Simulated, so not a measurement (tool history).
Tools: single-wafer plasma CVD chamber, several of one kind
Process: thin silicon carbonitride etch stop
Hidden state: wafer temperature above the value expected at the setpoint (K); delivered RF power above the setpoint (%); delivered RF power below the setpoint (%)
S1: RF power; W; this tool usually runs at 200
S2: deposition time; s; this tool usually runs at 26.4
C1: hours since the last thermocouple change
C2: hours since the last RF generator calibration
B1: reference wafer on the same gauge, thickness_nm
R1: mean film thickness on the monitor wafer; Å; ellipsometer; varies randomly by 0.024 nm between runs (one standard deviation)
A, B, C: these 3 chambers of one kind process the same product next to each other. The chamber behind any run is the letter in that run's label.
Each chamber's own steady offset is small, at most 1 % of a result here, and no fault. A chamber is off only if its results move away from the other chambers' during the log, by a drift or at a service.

Run 1C, hour 14.8: usual settings; C1 409.4; C2 153.3; B1 15.005. Result: R1 150.85 Å.
Run 2B, hour 27.8: usual settings; C1 1415.7; C2 1658.5; B1 15.005. Result: R1 149.24 Å.
Run 3A, hour 42.8: usual settings; C1 1004.6; C2 1368.5; B1 15.017. Result: R1 151.48 Å.
Run 4A, hour 57.2: usual settings; C1 1019; C2 1382.9; B1 15.011. Result: R1 151.62 Å.
Run 5B, hour 65.8: usual settings; C1 1453.7; C2 1696.5; B1 15.013. Result: R1 149.52 Å.
Run 6C, hour 80.7: usual settings; C1 475.3; C2 219.2; B1 15.028. Result: R1 150.46 Å.
Run 7C, hour 91: usual settings but S1 175 W, S2 23.1 s; C1 485.6; C2 229.5; B1 15.025. Result: R1 126.49 Å.
Run 8A, hour 103: usual settings but S1 175 W, S2 23.1 s; C1 1064.8; C2 1428.7; B1 15.027. Result: R1 127.85 Å.
Run 9B, hour 113.6: usual settings but S1 175 W, S2 23.1 s; C1 1501.5; C2 1744.3; B1 15.031. Result: R1 125.46 Å.
Run 10C, hour 120.8: usual settings; C1 515.4; C2 259.3; B1 15.03. Result: R1 150.71 Å.
Run 11A, hour 132.3: usual settings; C1 1094.1; C2 1458; B1 15.036. Result: R1 151.8 Å.
Run 12B, hour 148.7: usual settings; C1 1536.6; C2 1779.4; B1 15.045. Result: R1 149.55 Å.
Run 13A, hour 158.7: usual settings; C1 1120.5; C2 1484.4; B1 15.04. Result: R1 151.86 Å.
Run 14B, hour 169.5: usual settings; C1 1557.4; C2 1800.2; B1 15.047. Result: R1 149.62 Å.
Run 15C, hour 181.8: usual settings; C1 576.4; C2 320.3; B1 15.054. Result: R1 151.05 Å.
Run 16B, hour 192.6: usual settings; C1 1580.5; C2 1823.3; B1 15.053. Result: R1 149.61 Å.
Run 17A, hour 200.9: usual settings but S2 31.2 s; C1 1162.7; C2 1526.6; B1 15.052. Result: R1 179.3 Å.
Run 18C, hour 216.6: usual settings but S2 31.2 s; C1 611.2; C2 355.1; B1 15.058. Result: R1 178.69 Å.
Run 19A, hour 226.7: usual settings but S2 31.2 s; C1 1188.5; C2 1552.4; B1 15.062. Result: R1 179.41 Å.
Run 20C, hour 236.9: usual settings; C1 631.5; C2 375.4; B1 15.064. Result: R1 151.43 Å.
Run 21B, hour 249.9: usual settings; C1 1637.8; C2 1880.6; B1 15.07. Result: R1 149.47 Å.
Run 22A, hour 261.9: usual settings; C1 1223.7; C2 1587.6; B1 15.074. Result: R1 151.99 Å.
Run 23C, hour 275: usual settings; C1 669.6; C2 413.5; B1 15.075. Result: R1 151.22 Å.
Run 24B, hour 288.3: usual settings; C1 1676.2; C2 1919; B1 15.076. Result: R1 149.45 Å.
Run 25A, hour 300.5: usual settings; C1 1262.3; C2 1626.2; B1 15.078. Result: R1 152.09 Å.
Run 26B, hour 308.4: usual settings; C1 1696.3; C2 1939.1; B1 15.083. Result: R1 149.38 Å.
Run 27C, hour 320.2: usual settings; C1 714.8; C2 458.7; B1 15.089. Result: R1 151.71 Å.
Run 28A, hour 329.4: usual settings; C1 1291.2; C2 1655.1; B1 15.092. Result: R1 152.15 Å.
Run 29B, hour 345.6: usual settings; C1 1733.5; C2 1976.3; B1 15.096. Result: R1 149.58 Å.
Run 30C, hour 356: usual settings but S1 235 W, S2 24.7 s; C1 750.6; C2 494.5; B1 15.099. Result: R1 148.54 Å.

All chambers now run identical settings, listed one chamber a line with results as question marks. What results will each chamber show?
Run 31A, hour 367.8: usual settings. Result: R1 ?.
Run 31B, hour 367.8: usual settings. Result: R1 ?.
Run 31C, hour 367.8: usual settings. Result: R1 ?.

run      R1
31A  152.22
31B  149.94
31C  151.37
